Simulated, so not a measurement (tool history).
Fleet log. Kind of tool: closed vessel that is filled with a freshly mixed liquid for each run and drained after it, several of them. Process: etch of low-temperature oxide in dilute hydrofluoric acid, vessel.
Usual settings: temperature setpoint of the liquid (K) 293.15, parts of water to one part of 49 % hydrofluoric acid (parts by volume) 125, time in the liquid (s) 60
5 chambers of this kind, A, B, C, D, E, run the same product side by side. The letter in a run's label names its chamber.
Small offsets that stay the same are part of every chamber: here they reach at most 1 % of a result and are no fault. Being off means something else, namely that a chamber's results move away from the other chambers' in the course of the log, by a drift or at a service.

| run | day | temperature setpoint of the liquid (K) | parts of water to one part of 49 % hydrofluoric acid (parts by volume) | time in the liquid (s) | read-back film thickness of the low-temperature oxide reference wafer, read on the same gauge (nm) | thickness taken off the low-temperature oxide on a monitor wafer (angstrom) |
|---|---|---|---|---|---|---|
| 1E | 0.188 | 293.15 | 125 | 60 | 40.016 | 79.424 |
| 2A | 0.317 | 293.15 | 125 | 60 | 39.972 | 78.998 |
| 3D | 0.546 | 293.15 | 125 | 60 | 39.959 | 78.742 |
| 4B | 0.717 | 293.15 | 125 | 60 | 39.996 | 79.863 |
| 5C | 0.971 | 293.15 | 125 | 60 | 40.021 | 78.284 |
| 6C | 1.242 | 293.15 | 125 | 60 | 39.982 | 78.52 |
| 7E | 1.442 | 293.15 | 125 | 60 | 40.035 | 78.106 |
| 8B | 1.662 | 293.15 | 125 | 60 | 39.987 | 78.795 |
| 9A | 1.879 | 293.15 | 125 | 60 | 39.991 | 78.053 |
| 10D | 2.1 | 293.15 | 125 | 60 | 39.993 | 79.276 |
| 11E | 2.246 | 297.65 | 85 | 60 | 39.996 | 143.35 |
| 12A | 2.442 | 297.65 | 85 | 60 | 39.999 | 142.31 |
| 13D | 2.65 | 297.65 | 85 | 60 | 40.001 | 142.24 |
| 14C | 2.808 | 297.65 | 85 | 60 | 39.953 | 144.03 |
| 15B | 2.962 | 297.65 | 85 | 60 | 39.981 | 146.05 |
| 16E | 3.092 | 293.15 | 125 | 60 | 40.004 | 77.385 |
| 17A | 3.317 | 293.15 | 125 | 60 | 40.038 | 76.556 |
| 18D | 3.512 | 293.15 | 125 | 60 | 40.001 | 78.128 |
| 19C | 3.783 | 296.15 | 125 | 35 | 40.03 | 51.381 |
| 20B | 3.917 | 296.15 | 125 | 35 | 40.014 | 52.603 |
| 21A | 4.075 | 296.15 | 125 | 35 | 40.003 | 48.842 |
| 22E | 4.329 | 296.15 | 125 | 35 | 40.009 | 51.361 |
| 23B | 4.567 | 296.15 | 125 | 35 | 40.003 | 52.204 |
| 24C | 4.838 | 293.15 | 125 | 60 | 40.025 | 78.846 |
| 25D | 5.104 | 293.15 | 105 | 60 | 39.994 | 94.077 |
| 26A | 5.225 | 293.15 | 105 | 60 | 40.023 | 91.074 |
| 27C | 5.4 | 293.15 | 105 | 60 | 39.995 | 94.275 |
| 28D | 5.604 | 293.15 | 105 | 60 | 39.992 | 95.253 |
| 29E | 5.775 | 293.15 | 105 | 60 | 39.98 | 95.41 |
| 30B | 5.992 | 293.15 | 125 | 60 | 39.93 | 79.28 |
| 31C | 6.129 | 293.15 | 125 | 60 | 40.041 | 79.139 |
| 32D | 6.396 | 293.15 | 125 | 60 | 40.004 | 78.267 |
|  | 6.45 | chamber D: hydrofluoric acid flow meter replaced |
| 33A | 6.517 | 293.15 | 125 | 60 | 40.005 | 73.425 |
| 34B | 6.638 | 293.15 | 125 | 60 | 40.018 | 78.744 |
| 35E | 6.8 | 293.15 | 75 | 60 | 39.958 | 136.97 |
| 36D | 7.025 | 293.15 | 75 | 60 | 39.967 | 135.2 |
| 37A | 7.288 | 293.15 | 75 | 60 | 40.006 | 127 |
| 38C | 7.433 | 293.15 | 75 | 60 | 39.967 | 138.32 |
| 39E | 7.646 | 293.15 | 75 | 60 | 40.007 | 137.47 |
| 40B | 7.829 | 293.15 | 125 | 60 | 40.025 | 79.578 |
| 41E | 8.05 | 293.15 | 125 | 60 | 39.979 | 77.823 |
| 42A | 8.3 | 293.15 | 125 | 60 | 40.034 | 70.061 |
| 43B | 8.567 | 293.15 | 125 | 60 | 40.038 | 80.565 |
| 44D | 8.838 | 293.15 | 125 | 60 | 40.003 | 78.569 |

Next, every chamber runs the same settings. What will each give?
| 45A | 9.038 | 293.15 | 125 | 60 |  | ? |
| 45B | 9.038 | 293.15 | 125 | 60 |  | ? |
| 45C | 9.038 | 293.15 | 125 | 60 |  | ? |
| 45D | 9.038 | 293.15 | 125 | 60 |  | ? |
| 45E | 9.038 | 293.15 | 125 | 60 |  | ? |

| run | thickness taken off the low-temperature oxide on a monitor wafer (angstrom) |
|---|---|
| 45A | 70.623 |
| 45B | 78.271 |
| 45C | 78.585 |
| 45D | 77.336 |
| 45E | 78.609 |

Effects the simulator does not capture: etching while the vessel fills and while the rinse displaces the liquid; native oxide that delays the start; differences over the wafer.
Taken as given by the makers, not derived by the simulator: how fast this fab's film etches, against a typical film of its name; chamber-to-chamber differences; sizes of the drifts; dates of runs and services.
